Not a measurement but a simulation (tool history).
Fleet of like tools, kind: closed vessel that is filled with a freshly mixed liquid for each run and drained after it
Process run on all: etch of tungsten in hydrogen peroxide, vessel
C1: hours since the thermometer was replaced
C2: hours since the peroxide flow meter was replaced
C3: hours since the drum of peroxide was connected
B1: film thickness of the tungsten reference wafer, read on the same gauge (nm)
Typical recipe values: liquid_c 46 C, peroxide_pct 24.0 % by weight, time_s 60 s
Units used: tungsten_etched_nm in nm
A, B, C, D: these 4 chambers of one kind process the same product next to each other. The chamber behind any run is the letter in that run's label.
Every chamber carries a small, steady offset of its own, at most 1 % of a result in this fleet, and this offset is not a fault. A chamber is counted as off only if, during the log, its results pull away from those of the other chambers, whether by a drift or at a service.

run 1B hour=6.0 | liquid_c=46 peroxide_pct=24.0 time_s=60 | C1=722.5 C2=873.6 C3=511.9 | B1=109.99 | tungsten_etched_nm=58.683
run 2C hour=15.3 | liquid_c=46 peroxide_pct=24.0 time_s=60 | C1=86.0 C2=471.5 C3=485.1 | B1=110.02 | tungsten_etched_nm=59.998
run 3A hour=23.3 | liquid_c=46 peroxide_pct=24.0 time_s=60 | C1=397.8 C2=204.9 C3=288.8 | B1=110.02 | tungsten_etched_nm=58.438
run 4D hour=33.2 | liquid_c=46 peroxide_pct=24.0 time_s=60 | C1=2150.3 C2=303.2 C3=459.4 | B1=110.00 | tungsten_etched_nm=58.043
run 5D hour=42.1 | liquid_c=46 peroxide_pct=24.0 time_s=60 | C1=2159.2 C2=312.1 C3=468.3 | B1=109.99 | tungsten_etched_nm=58.103
run 6A hour=52.1 | liquid_c=46 peroxide_pct=24.0 time_s=60 | C1=426.6 C2=233.7 C3=317.6 | B1=110.00 | tungsten_etched_nm=58.291
-- hour=53.6 chamber C: new drum of peroxide connected
run 7B hour=59.4 | liquid_c=46 peroxide_pct=24.0 time_s=60 | C1=775.9 C2=927.0 C3=565.3 | B1=109.97 | tungsten_etched_nm=58.865
run 8C hour=67.9 | liquid_c=46 peroxide_pct=24.0 time_s=60 | C1=138.6 C2=524.1 C3=14.4 | B1=110.01 | tungsten_etched_nm=58.662
run 9C hour=74.9 | liquid_c=46 peroxide_pct=24.0 time_s=60 | C1=145.6 C2=531.1 C3=21.4 | B1=110.06 | tungsten_etched_nm=59.160
run 10B hour=83.4 | liquid_c=46 peroxide_pct=24.0 time_s=60 | C1=799.9 C2=951.0 C3=589.3 | B1=110.01 | tungsten_etched_nm=59.808
run 11A hour=88.8 | liquid_c=46 peroxide_pct=24.0 time_s=60 | C1=463.3 C2=270.4 C3=354.3 | B1=109.99 | tungsten_etched_nm=57.923
-- hour=95.1 chamber B: new drum of peroxide connected
run 12D hour=97.7 | liquid_c=46 peroxide_pct=24.0 time_s=60 | C1=2214.8 C2=367.7 C3=523.9 | B1=110.00 | tungsten_etched_nm=58.297
run 13A hour=107.4 | liquid_c=46 peroxide_pct=24.0 time_s=60 | C1=481.9 C2=289.0 C3=372.9 | B1=109.97 | tungsten_etched_nm=57.151
run 14C hour=115.9 | liquid_c=46 peroxide_pct=24.0 time_s=60 | C1=186.6 C2=572.1 C3=62.4 | B1=110.03 | tungsten_etched_nm=59.676
run 15D hour=124.9 | liquid_c=46 peroxide_pct=24.0 time_s=60 | C1=2242.0 C2=394.9 C3=551.1 | B1=110.05 | tungsten_etched_nm=58.968
run 16B hour=133.0 | liquid_c=46 peroxide_pct=24.0 time_s=60 | C1=849.5 C2=1000.6 C3=37.9 | B1=109.99 | tungsten_etched_nm=58.388
run 17A hour=140.9 | liquid_c=46 peroxide_pct=24.0 time_s=60 | C1=515.4 C2=322.5 C3=406.4 | B1=110.02 | tungsten_etched_nm=56.865
run 18C hour=148.8 | liquid_c=46 peroxide_pct=24.0 time_s=60 | C1=219.5 C2=605.0 C3=95.3 | B1=109.95 | tungsten_etched_nm=59.011
-- hour=151.0 chamber A: new drum of peroxide connected
run 19D hour=156.9 | liquid_c=46 peroxide_pct=24.0 time_s=60 | C1=2274.0 C2=426.9 C3=583.1 | B1=110.03 | tungsten_etched_nm=57.781
run 20B hour=164.5 | liquid_c=46 peroxide_pct=24.0 time_s=60 | C1=881.0 C2=1032.1 C3=69.4 | B1=110.01 | tungsten_etched_nm=58.234
run 21D hour=174.3 | liquid_c=52 peroxide_pct=24.0 time_s=60 | C1=2291.4 C2=444.3 C3=600.5 | B1=110.02 | tungsten_etched_nm=84.089
run 22B hour=181.0 | liquid_c=52 peroxide_pct=24.0 time_s=60 | C1=897.5 C2=1048.6 C3=85.9 | B1=110.00 | tungsten_etched_nm=85.735
run 23C hour=188.5 | liquid_c=52 peroxide_pct=24.0 time_s=60 | C1=259.2 C2=644.7 C3=135.0 | B1=110.02 | tungsten_etched_nm=85.785
run 24A hour=196.9 | liquid_c=52 peroxide_pct=24.0 time_s=60 | C1=571.4 C2=378.5 C3=45.9 | B1=110.05 | tungsten_etched_nm=82.897
run 25D hour=203.9 | liquid_c=46 peroxide_pct=24.0 time_s=60 | C1=2321.0 C2=473.9 C3=630.1 | B1=109.98 | tungsten_etched_nm=58.164
run 26B hour=211.5 | liquid_c=46 peroxide_pct=24.0 time_s=60 | C1=928.0 C2=1079.1 C3=116.4 | B1=109.97 | tungsten_etched_nm=58.959
run 27A hour=220.0 | liquid_c=46 peroxide_pct=24.0 time_s=60 | C1=594.5 C2=401.6 C3=69.0 | B1=110.03 | tungsten_etched_nm=56.963
run 28C hour=227.0 | liquid_c=46 peroxide_pct=24.0 time_s=60 | C1=297.7 C2=683.2 C3=173.5 | B1=110.04 | tungsten_etched_nm=59.436
-- hour=236.2 chamber B: thermometer replaced
run 29A hour=237.1 | liquid_c=46 peroxide_pct=24.0 time_s=60 | C1=611.6 C2=418.7 C3=86.1 | B1=109.97 | tungsten_etched_nm=55.707
run 30B hour=245.2 | liquid_c=46 peroxide_pct=24.0 time_s=60 | C1=9.1 C2=1112.8 C3=150.1 | B1=110.00 | tungsten_etched_nm=59.263
run 31C hour=252.9 | liquid_c=46 peroxide_pct=24.0 time_s=60 | C1=323.6 C2=709.1 C3=199.4 | B1=110.01 | tungsten_etched_nm=59.357
run 32D hour=257.5 | liquid_c=46 peroxide_pct=24.0 time_s=60 | C1=2374.6 C2=527.5 C3=683.7 | B1=109.97 | tungsten_etched_nm=58.338
run 33C hour=262.6 | liquid_c=46 peroxide_pct=24.0 time_s=60 | C1=333.3 C2=718.8 C3=209.1 | B1=110.03 | tungsten_etched_nm=59.353
run 34A hour=268.5 | liquid_c=46 peroxide_pct=24.0 time_s=60 | C1=643.0 C2=450.1 C3=117.5 | B1=109.95 | tungsten_etched_nm=54.968
run 35D hour=276.1 | liquid_c=46 peroxide_pct=24.0 time_s=60 | C1=2393.2 C2=546.1 C3=702.3 | B1=110.06 | tungsten_etched_nm=57.886
run 36B hour=284.6 | liquid_c=46 peroxide_pct=28.5 time_s=85 | C1=48.5 C2=1152.2 C3=189.5 | B1=110.02 | tungsten_etched_nm=91.587
run 37A hour=290.6 | liquid_c=46 peroxide_pct=28.5 time_s=85 | C1=665.1 C2=472.2 C3=139.6 | B1=109.96 | tungsten_etched_nm=85.303
run 38D hour=300.7 | liquid_c=46 peroxide_pct=28.5 time_s=85 | C1=2417.8 C2=570.7 C3=726.9 | B1=110.02 | tungsten_etched_nm=90.135

All chambers now run identical settings, listed one chamber a line with results as question marks. What results will each chamber show?
run 39A hour=308.1 | liquid_c=46 peroxide_pct=24.0 time_s=60 | tungsten_etched_nm=?
run 39B hour=308.1 | liquid_c=46 peroxide_pct=24.0 time_s=60 | tungsten_etched_nm=?
run 39C hour=308.1 | liquid_c=46 peroxide_pct=24.0 time_s=60 | tungsten_etched_nm=?
run 39D hour=308.1 | liquid_c=46 peroxide_pct=24.0 time_s=60 | tungsten_etched_nm=?

run=39A tungsten_etched_nm=54.031
run=39B tungsten_etched_nm=58.298
run=39C tungsten_etched_nm=59.682
run=39D tungsten_etched_nm=58.548

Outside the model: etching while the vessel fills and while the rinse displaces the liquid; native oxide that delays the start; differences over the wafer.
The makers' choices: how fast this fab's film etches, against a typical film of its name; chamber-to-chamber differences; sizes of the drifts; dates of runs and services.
